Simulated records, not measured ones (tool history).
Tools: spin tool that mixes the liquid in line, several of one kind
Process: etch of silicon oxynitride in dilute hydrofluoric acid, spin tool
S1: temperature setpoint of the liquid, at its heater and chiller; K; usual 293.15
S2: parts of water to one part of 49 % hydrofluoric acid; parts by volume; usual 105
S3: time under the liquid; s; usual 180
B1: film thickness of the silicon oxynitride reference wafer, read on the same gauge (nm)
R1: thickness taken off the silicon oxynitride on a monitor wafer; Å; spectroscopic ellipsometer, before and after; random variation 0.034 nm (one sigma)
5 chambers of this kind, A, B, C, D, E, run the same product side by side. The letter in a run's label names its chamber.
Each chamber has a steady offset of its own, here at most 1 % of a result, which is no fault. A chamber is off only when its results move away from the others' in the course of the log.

run,hour,S1,S2,S3,B1,R1
1C,11.2,293.15,105,180,129.95,29.308
2E,19,293.15,105,180,130,29.775
3B,27.1,293.15,105,180,129.99,29.388
4A,33.7,293.15,105,180,129.97,29.659
5D,39.3,293.15,105,180,130.02,29.755
6B,45.1,293.15,105,180,129.99,29.348
7C,54,293.15,105,180,130.01,29.181
8E,61.8,293.15,105,180,130,29.996
9D,67.7,293.15,105,180,129.98,29.789
10A,77.8,293.15,105,180,129.97,29.196
11D,88.1,295.15,105,225,130.01,40.879
12E,98.6,295.15,105,225,129.96,40.86
13B,107.4,295.15,105,225,130.01,40.866
14C,116.4,295.15,105,225,129.98,40.864
15A,124.2,295.15,105,225,130,40.537
# hour 128.2: chamber C: hydrofluoric acid flow meter replaced
16E,132.5,293.15,105,180,130,29.92
17A,138.6,290.65,105,255,129.97,37.11
18C,145.1,290.65,105,255,130.01,37.311
19D,151.2,290.65,105,255,129.97,36.711
20B,160.7,290.65,105,255,129.98,37.023
21C,170.3,290.65,105,255,130.01,37.503
# hour 181.1: chamber B: hydrofluoric acid flow meter replaced
22D,181.1,293.15,105,180,130,29.306
23B,188.4,293.15,105,180,130.03,29.597
24E,194.5,293.15,105,180,130,30.414
25A,204.7,293.15,105,180,130.03,29.79
26C,214.2,293.15,105,180,130.02,31.151
27A,225.3,293.15,105,180,130,29.942
# hour 226.9: chamber E: hydrofluoric acid flow meter replaced
28B,232.2,293.15,105,180,129.99,29.851
29D,242.7,293.15,105,180,130.01,29.775
30E,252.5,293.15,105,180,129.97,30.299
31D,258.2,293.15,105,180,129.99,29.297
32B,265.3,293.15,105,180,129.99,29.088
33E,275.1,293.15,105,180,129.98,29.657
34C,284.2,293.15,105,180,130.05,32.591
35A,294.5,293.15,105,180,130.01,29.262

What goes on in this fleet: one chamber off, a drifting gauge, or nothing beyond the chambers' own small offsets? Name the chamber and the cause, if any.

Chamber C drifts away from the others.
Cause: liquid hotter than its thermometer reads (K) = 2.32.

Here are 4 candidates for chamber C's next run, each the usual settings with a change, their results left as question marks. Which one brings its results back in line with what the others give on the usual settings?
In line means no further than this from the other chambers' mean on the usual settings: R1 1.2 Å
36C-1,303.3,293.15,105,175,,?
36C-2,303.3,293.15,100,190,,?
36C-3,303.3,293.15,110,170,,?
36C-4,303.3,293.15,105,185,,?

The other chambers' mean on the usual settings: R1 29.614 Å
run,R1
36C-1,31.942
36C-2,36.574
36C-3,29.489
36C-4,33.768
36C-3 brings the chamber back in line.

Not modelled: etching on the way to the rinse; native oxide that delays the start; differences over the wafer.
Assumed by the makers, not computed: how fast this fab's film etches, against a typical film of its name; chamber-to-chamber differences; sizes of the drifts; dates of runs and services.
